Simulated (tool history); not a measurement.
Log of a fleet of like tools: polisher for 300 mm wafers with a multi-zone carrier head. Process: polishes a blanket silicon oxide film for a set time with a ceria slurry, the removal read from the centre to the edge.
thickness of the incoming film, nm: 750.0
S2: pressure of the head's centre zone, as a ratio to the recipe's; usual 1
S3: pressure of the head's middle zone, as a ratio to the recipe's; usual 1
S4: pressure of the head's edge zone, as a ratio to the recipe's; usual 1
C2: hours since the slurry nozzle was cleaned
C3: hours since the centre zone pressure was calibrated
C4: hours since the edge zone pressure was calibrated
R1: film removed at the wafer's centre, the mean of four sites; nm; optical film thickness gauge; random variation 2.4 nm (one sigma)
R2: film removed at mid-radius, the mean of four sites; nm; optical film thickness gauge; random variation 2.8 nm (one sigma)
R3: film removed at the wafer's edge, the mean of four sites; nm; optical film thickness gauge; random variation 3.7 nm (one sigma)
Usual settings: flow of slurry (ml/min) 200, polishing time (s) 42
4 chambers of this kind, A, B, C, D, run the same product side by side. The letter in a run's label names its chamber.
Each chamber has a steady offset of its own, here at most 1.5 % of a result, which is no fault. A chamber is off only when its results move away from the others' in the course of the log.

-- hour=11 chamber B: worn pad replaced by a new one
run 1B hour=11.1 | flow_of_slurry_(ml/min)=200 S2=1 S3=1 S4=1 polishing_time_(s)=42 | wafers_polished_on_this_pad=1 C2=361.7 C3=191.4 C4=969.8 | R1=247.52 R2=249.58 R3=249.42
-- hour=21.5 chamber B: slurry nozzle cleaned
-- hour=22.6 chamber C: worn pad replaced by a new one
run 2D hour=23.2 | flow_of_slurry_(ml/min)=200 S2=1 S3=1 S4=1 polishing_time_(s)=42 | wafers_polished_on_this_pad=678 C2=100.8 C3=669.2 C4=655.8 | R1=245.65 R2=251.07 R3=245.32
run 3C hour=32.3 | flow_of_slurry_(ml/min)=200 S2=1 S3=1 S4=1 polishing_time_(s)=42 | wafers_polished_on_this_pad=109 C2=371.6 C3=798.6 C4=341 | R1=251.92 R2=244.25 R3=252.48
-- hour=39.3 chamber A: worn pad replaced by a new one
run 4A hour=39.7 | flow_of_slurry_(ml/min)=200 S2=1 S3=1 S4=1 polishing_time_(s)=42 | wafers_polished_on_this_pad=5 C2=551.4 C3=769.9 C4=507.4 | R1=247.36 R2=246.13 R3=241.73
run 5B hour=46.7 | flow_of_slurry_(ml/min)=200 S2=1 S3=1 S4=1 polishing_time_(s)=54 | wafers_polished_on_this_pad=400 C2=25.2 C3=227 C4=1005.4 | R1=320.26 R2=316.16 R3=320.41
run 6A hour=57.4 | flow_of_slurry_(ml/min)=200 S2=1 S3=1 S4=1 polishing_time_(s)=54 | wafers_polished_on_this_pad=203 C2=569.1 C3=787.6 C4=525.1 | R1=318.83 R2=319.26 R3=313.14
-- hour=67.1 chamber C: edge zone pressure recalibrated
run 7D hour=71.6 | flow_of_slurry_(ml/min)=200 S2=1 S3=1 S4=1 polishing_time_(s)=54 | wafers_polished_on_this_pad=1220 C2=149.2 C3=717.6 C4=704.2 | R1=319.3 R2=325.82 R3=322.9
run 8C hour=81.7 | flow_of_slurry_(ml/min)=200 S2=1 S3=1 S4=1 polishing_time_(s)=54 | wafers_polished_on_this_pad=662 C2=421 C3=848 C4=14.7 | R1=323.84 R2=312.07 R3=314.86
run 9B hour=92.5 | flow_of_slurry_(ml/min)=200 S2=1 S3=1 S4=1 polishing_time_(s)=42 | wafers_polished_on_this_pad=913 C2=71 C3=272.8 C4=1051.2 | R1=246.49 R2=251.5 R3=245.91
-- hour=101 chamber B: worn pad replaced by a new one
-- hour=101.7 chamber D: worn pad replaced by a new one
run 10C hour=107.6 | flow_of_slurry_(ml/min)=150 S2=1 S3=1 S4=1 polishing_time_(s)=42 | wafers_polished_on_this_pad=952 C2=446.9 C3=873.9 C4=40.6 | R1=241.46 R2=241.42 R3=238.73
run 11A hour=115.8 | flow_of_slurry_(ml/min)=150 S2=1 S3=1 S4=1 polishing_time_(s)=42 | wafers_polished_on_this_pad=857 C2=627.5 C3=846 C4=583.5 | R1=232.35 R2=241.62 R3=242.91
-- hour=120.2 chamber A: worn pad replaced by a new one
run 12D hour=128.7 | flow_of_slurry_(ml/min)=150 S2=1 S3=1 S4=1 polishing_time_(s)=42 | wafers_polished_on_this_pad=302 C2=206.3 C3=774.7 C4=761.3 | R1=232.39 R2=239.97 R3=244.48
run 13A hour=139.8 | flow_of_slurry_(ml/min)=150 S2=1 S3=1 S4=1 polishing_time_(s)=42 | wafers_polished_on_this_pad=219 C2=651.5 C3=870 C4=607.5 | R1=233.19 R2=233.22 R3=237.34
-- hour=151.7 chamber B: edge zone pressure recalibrated
run 14B hour=153.8 | flow_of_slurry_(ml/min)=200 S2=1 S3=1 S4=1 polishing_time_(s)=42 | wafers_polished_on_this_pad=591 C2=132.3 C3=334.1 C4=2.2 | R1=246.72 R2=242.72 R3=241.23
-- hour=159.5 chamber D: slurry nozzle cleaned
-- hour=164.6 chamber C: worn pad replaced by a new one
run 15C hour=165.5 | flow_of_slurry_(ml/min)=200 S2=1 S3=1 S4=1.08 polishing_time_(s)=31 | wafers_polished_on_this_pad=10 C2=504.8 C3=931.8 C4=98.5 | R1=185.35 R2=183.96 R3=187.89
run 16D hour=180 | flow_of_slurry_(ml/min)=200 S2=1 S3=1 S4=1.08 polishing_time_(s)=31 | wafers_polished_on_this_pad=877 C2=20.5 C3=826 C4=812.6 | R1=184 R2=185 R3=189.05
-- hour=182.7 chamber A: slurry nozzle cleaned
-- hour=185.7 chamber B: worn pad replaced by a new one
run 17D hour=189.3 | flow_of_slurry_(ml/min)=200 S2=1 S3=1 S4=1.08 polishing_time_(s)=31 | wafers_polished_on_this_pad=981 C2=29.8 C3=835.3 C4=821.9 | R1=181.59 R2=183.39 R3=189.47
-- hour=200.5 chamber A: worn pad replaced by a new one
run 18B hour=202.8 | flow_of_slurry_(ml/min)=200 S2=1 S3=1 S4=1.08 polishing_time_(s)=31 | wafers_polished_on_this_pad=192 C2=181.3 C3=383.1 C4=51.2 | R1=184.7 R2=181.88 R3=194.2
-- hour=212.7 chamber D: centre zone pressure recalibrated
run 19C hour=216.3 | flow_of_slurry_(ml/min)=200 S2=1 S3=1 S4=1 polishing_time_(s)=42 | wafers_polished_on_this_pad=579 C2=555.6 C3=982.6 C4=149.3 | R1=250.66 R2=248.79 R3=243.88
-- hour=222.6 chamber D: worn pad replaced by a new one
run 20A hour=229.7 | flow_of_slurry_(ml/min)=200 S2=1.05 S3=1 S4=1 polishing_time_(s)=42 | wafers_polished_on_this_pad=327 C2=47.1 C3=959.9 C4=697.4 | R1=251.62 R2=249.32 R3=243.6
run 21A hour=242.5 | flow_of_slurry_(ml/min)=200 S2=1.05 S3=1 S4=1 polishing_time_(s)=42 | wafers_polished_on_this_pad=471 C2=59.9 C3=972.7 C4=710.2 | R1=249.89 R2=249.42 R3=242.58
run 22D hour=254.9 | flow_of_slurry_(ml/min)=200 S2=1.05 S3=1 S4=1 polishing_time_(s)=42 | wafers_polished_on_this_pad=361 C2=95.4 C3=42.2 C4=887.5 | R1=262.21 R2=251.51 R3=250.13
run 23C hour=267.6 | flow_of_slurry_(ml/min)=200 S2=1.05 S3=1 S4=1 polishing_time_(s)=42 | wafers_polished_on_this_pad=1154 C2=606.9 C3=1033.9 C4=200.6 | R1=264.64 R2=247.99 R3=249.63
-- hour=272.2 chamber B: worn pad replaced by a new one
run 24B hour=274.3 | flow_of_slurry_(ml/min)=200 S2=1 S3=1 S4=1 polishing_time_(s)=42 | wafers_polished_on_this_pad=24 C2=252.8 C3=454.6 C4=122.7 | R1=246.75 R2=243.57 R3=249.46
run 25A hour=282.5 | flow_of_slurry_(ml/min)=200 S2=1 S3=1 S4=1 polishing_time_(s)=42 | wafers_polished_on_this_pad=918 C2=99.9 C3=1012.7 C4=750.2 | R1=236.33 R2=243.77 R3=245.91
-- hour=285.5 chamber C: worn pad replaced by a new one
run 26C hour=290.5 | flow_of_slurry_(ml/min)=200 S2=1.11 S3=1 S4=1 polishing_time_(s)=42 | wafers_polished_on_this_pad=56 C2=629.8 C3=1056.8 C4=223.5 | R1=282.08 R2=249.36 R3=249.25
-- hour=292.7 chamber A: worn pad replaced by a new one
run 27D hour=303.5 | flow_of_slurry_(ml/min)=200 S2=1.11 S3=1 S4=1 polishing_time_(s)=42 | wafers_polished_on_this_pad=906 C2=144 C3=90.8 C4=936.1 | R1=279.96 R2=251.3 R3=248.83
run 28B hour=317.9 | flow_of_slurry_(ml/min)=200 S2=1.11 S3=1 S4=1 polishing_time_(s)=42 | wafers_polished_on_this_pad=512 C2=296.4 C3=498.2 C4=166.3 | R1=278.7 R2=246.57 R3=253.27
run 29C hour=331.4 | flow_of_slurry_(ml/min)=200 S2=1.11 S3=1 S4=1 polishing_time_(s)=42 | wafers_polished_on_this_pad=514 C2=670.7 C3=1097.7 C4=264.4 | R1=283.95 R2=249.75 R3=239.27
-- hour=332.8 chamber D: worn pad replaced by a new one
run 30B hour=343.8 | flow_of_slurry_(ml/min)=200 S2=1 S3=1 S4=1 polishing_time_(s)=42 | wafers_polished_on_this_pad=802 C2=322.3 C3=524.1 C4=192.2 | R1=248.53 R2=244.76 R3=251.92
-- hour=350 chamber B: worn pad replaced by a new one
run 31A hour=352.7 | flow_of_slurry_(ml/min)=200 S2=1 S3=1 S4=1 polishing_time_(s)=42 | wafers_polished_on_this_pad=672 C2=170.1 C3=1082.9 C4=820.4 | R1=236.41 R2=248.57 R3=249.61
-- hour=360.8 chamber C: slurry nozzle cleaned
run 32D hour=366.1 | flow_of_slurry_(ml/min)=200 S2=1 S3=1 S4=1 polishing_time_(s)=42 | wafers_polished_on_this_pad=373 C2=206.6 C3=153.4 C4=998.7 | R1=249.82 R2=246.86 R3=254.52
-- hour=366.5 chamber D: slurry nozzle cleaned
-- hour=369 chamber A: worn pad replaced by a new one
-- hour=371.3 chamber B: slurry nozzle cleaned
run 33C hour=375 | flow_of_slurry_(ml/min)=200 S2=1 S3=1 S4=1 polishing_time_(s)=42 | wafers_polished_on_this_pad=1002 C2=14.2 C3=1141.3 C4=308 | R1=254.53 R2=247.83 R3=248.99
run 34B hour=381.8 | flow_of_slurry_(ml/min)=200 S2=1 S3=1.05 S4=1 polishing_time_(s)=42 | wafers_polished_on_this_pad=356 C2=10.5 C3=562.1 C4=230.2 | R1=246.94 R2=258.16 R3=239.93
run 35D hour=389.2 | flow_of_slurry_(ml/min)=200 S2=1 S3=1.05 S4=1 polishing_time_(s)=42 | wafers_polished_on_this_pad=632 C2=22.8 C3=176.5 C4=1021.8 | R1=249.42 R2=258.05 R3=247.13
run 36A hour=398.8 | flow_of_slurry_(ml/min)=200 S2=1 S3=1.05 S4=1 polishing_time_(s)=42 | wafers_polished_on_this_pad=334 C2=216.2 C3=1129 C4=866.5 | R1=234.58 R2=259.62 R3=241.18
run 37B hour=412.6 | flow_of_slurry_(ml/min)=200 S2=1 S3=1.05 S4=1 polishing_time_(s)=42 | wafers_polished_on_this_pad=701 C2=41.3 C3=592.9 C4=261 | R1=248.56 R2=254.69 R3=251.46
run 38A hour=420.6 | flow_of_slurry_(ml/min)=200 S2=1 S3=1 S4=1 polishing_time_(s)=42 | wafers_polished_on_this_pad=578 C2=238 C3=1150.8 C4=888.3 | R1=231.3 R2=254.9 R3=249.85

What goes on in this fleet: one chamber off, a drifting gauge, or nothing beyond the chambers' own small offsets? Name the chamber and the cause, if any.

Chamber A drifts away from the others.
Cause: centre zone's pressure below its setpoint, % = 5.9.

Here are 4 candidates for chamber A's next run, each the usual settings with a change, their results left as question marks. Which one brings its results back in line with what the others give on the usual settings?
In line means no further than this from the other chambers' mean on the usual settings: R1 8.3 nm; R2 9.8 nm; R3 13 nm
run 39A-1 hour=431.4 | flow_of_slurry_(ml/min)=200 S2=0.99 S3=1 S4=1 polishing_time_(s)=42 | R1=? R2=? R3=?
run 39A-2 hour=431.4 | flow_of_slurry_(ml/min)=205 S2=1.06 S3=0.99 S4=0.98 polishing_time_(s)=42 | R1=? R2=? R3=?
run 39A-3 hour=431.4 | flow_of_slurry_(ml/min)=200 S2=1.01 S3=1 S4=1 polishing_time_(s)=42 | R1=? R2=? R3=?
run 39A-4 hour=431.4 | flow_of_slurry_(ml/min)=195 S2=0.94 S3=1.01 S4=1.02 polishing_time_(s)=42 | R1=? R2=? R3=?

The other chambers' mean on the usual settings: R1 249.05 nm; R2 248.17 nm; R3 248.52 nm
run=39A-1 R1=228.48 R2=250.24 R3=246.25
run=39A-2 R1=247.19 R2=248.74 R3=244.38
run=39A-3 R1=233.55 R2=250.21 R3=246.25
run=39A-4 R1=214.92 R2=251.65 R3=248.07
39A-2 brings the chamber back in line.
